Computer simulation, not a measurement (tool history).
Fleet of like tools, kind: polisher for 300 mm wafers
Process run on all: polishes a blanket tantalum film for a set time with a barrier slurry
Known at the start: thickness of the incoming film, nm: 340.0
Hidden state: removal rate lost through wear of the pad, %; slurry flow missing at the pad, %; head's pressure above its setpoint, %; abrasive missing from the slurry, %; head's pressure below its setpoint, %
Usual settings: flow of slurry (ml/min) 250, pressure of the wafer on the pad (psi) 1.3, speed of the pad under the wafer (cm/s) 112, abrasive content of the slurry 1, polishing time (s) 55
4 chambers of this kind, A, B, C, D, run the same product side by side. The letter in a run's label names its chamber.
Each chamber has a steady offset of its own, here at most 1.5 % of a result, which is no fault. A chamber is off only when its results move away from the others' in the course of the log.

run	hour	flow of slurry (ml/min)	pressure of the wafer on the pad (psi)	speed of the pad under the wafer (cm/s)	abrasive content of the slurry	polishing time (s)	wafers polished on this pad	hours since the slurry nozzle was cleaned	hours since the head pressure was calibrated	hours since the slurry blender was calibrated	film removed (angstrom)
# hour 8.2: chamber B: slurry blender recalibrated
1C	9.7	250	1.3	112	1	55	685	123.1	307.3	18.9	795.26
# hour 18.0: chamber D: slurry blender recalibrated
# hour 19.9: chamber C: worn pad replaced by a new one
2A	20.1	250	1.3	112	1	55	995	39.9	518.4	52.5	797.33
# hour 21.9: chamber A: worn pad replaced by a new one
3B	28.9	250	1.3	112	1	55	706	402.1	520.9	20.7	783.44
# hour 35.6: chamber D: worn pad replaced by a new one
4D	41.6	250	1.3	112	1	55	71	543.3	327.3	23.6	773.11
# hour 47.1: chamber B: worn pad replaced by a new one
5C	51.0	250	1.3	112	1	55	368	164.4	348.6	60.2	790.45
6A	64.7	250	1.3	112	1	55	506	84.5	563.0	97.1	786.89
7B	74.5	250	1.3	84	1	55	324	447.7	566.5	66.3	596.42
8D	84.6	250	1.3	84	1	55	580	586.3	370.3	66.6	582.73
# hour 85.3: chamber C: worn pad replaced by a new one
9B	92.2	250	1.3	84	1	55	534	465.4	584.2	84.0	591.30
10A	100.7	250	1.3	84	1	55	931	120.5	599.0	133.1	603.55
# hour 102.6: chamber A: worn pad replaced by a new one
# hour 112.0: chamber B: worn pad replaced by a new one
# hour 112.9: chamber D: worn pad replaced by a new one
11D	113.3	250	1.3	112	1	55	5	615.0	399.0	95.3	766.09
# hour 122.9: chamber A: head pressure recalibrated
12C	126.6	280	1.3	112	1	55	488	240.0	424.2	135.8	808.56
13D	140.1	280	1.3	112	1	55	322	641.8	425.8	122.1	785.26
14B	148.2	280	1.3	112	1	55	428	521.4	640.2	140.0	792.31
# hour 152.9: chamber C: worn pad replaced by a new one
15A	156.6	280	1.3	112	1	55	638	176.4	33.8	189.0	853.63
# hour 163.7: chamber D: slurry blender recalibrated
16C	165.4	250	1.3	112	1	55	148	278.8	463.0	174.6	793.37
# hour 166.6: chamber A: worn pad replaced by a new one
17D	172.4	250	1.3	112	1	55	704	674.1	458.1	8.7	780.96
18A	182.3	250	1.3	112	1	55	186	202.1	59.5	214.7	868.62
19B	190.3	250	1.3	80	1	55	926	563.5	682.3	182.1	556.90
# hour 196.2: chamber B: worn pad replaced by a new one
20C	199.6	250	1.3	80	1	55	553	313.0	497.2	208.8	565.80
21A	206.9	250	1.3	80	1	55	477	226.7	84.1	239.3	621.84
# hour 207.8: chamber D: slurry nozzle cleaned
# hour 210.7: chamber D: worn pad replaced by a new one
22D	215.6	250	1.3	80	1	55	58	7.9	501.3	51.9	556.82
23B	224.0	250	1.3	112	1	55	329	597.2	716.0	215.8	776.83
24C	236.8	250	1.3	112	1	55	993	350.2	534.4	246.0	787.09
# hour 237.5: chamber C: worn pad replaced by a new one
# hour 243.3: chamber A: worn pad replaced by a new one
25B	244.9	250	1.3	112	1	55	576	618.1	736.9	236.7	783.80
# hour 254.8: chamber B: slurry nozzle cleaned
26C	257.6	250	1.3	112	1	55	237	371.0	555.2	266.8	792.45
# hour 260.6: chamber A: slurry blender recalibrated
27A	266.8	250	1.3	112	1	55	278	286.6	144.0	6.2	857.30
# hour 270.7: chamber B: worn pad replaced by a new one
28D	273.2	250	1.3	112	1	55	739	65.5	558.9	109.5	771.85
# hour 284.7: chamber D: slurry blender recalibrated
29B	286.2	250	1.3	112	1	40	184	31.5	778.2	278.0	564.83
30C	300.0	250	1.3	112	1	40	739	413.4	597.6	309.2	580.10
# hour 311.1: chamber D: worn pad replaced by a new one
31A	312.6	250	1.3	112	1	40	820	332.4	189.8	52.0	624.13
# hour 323.3: chamber C: worn pad replaced by a new one
# hour 323.7: chamber A: worn pad replaced by a new one
32D	324.8	250	1.3	112	1	40	163	117.1	610.5	40.2	560.78
33C	333.9	250	1.3	112	1	55	125	447.3	631.5	343.1	787.00
34D	346.4	250	1.3	112	1	55	418	138.7	632.1	61.8	771.75
# hour 350.6: chamber B: worn pad replaced by a new one
35B	355.8	250	1.3	112	1	55	62	101.1	847.8	347.6	781.29
36A	364.9	250	1.3	112	1	55	488	384.7	242.1	104.3	856.47
37A	376.0	250	1.3	112	1	55	619	395.8	253.2	115.4	854.13

Each of the 4 chambers runs these same settings next. Fill in every chamber's results:
38A	385.9	250	1.3	112	1	55					?
38B	385.9	250	1.3	112	1	55					?
38C	385.9	250	1.3	112	1	55					?
38D	385.9	250	1.3	112	1	55					?

run	film removed (angstrom)
38A	860.41
38B	769.60
38C	792.88
38D	773.37
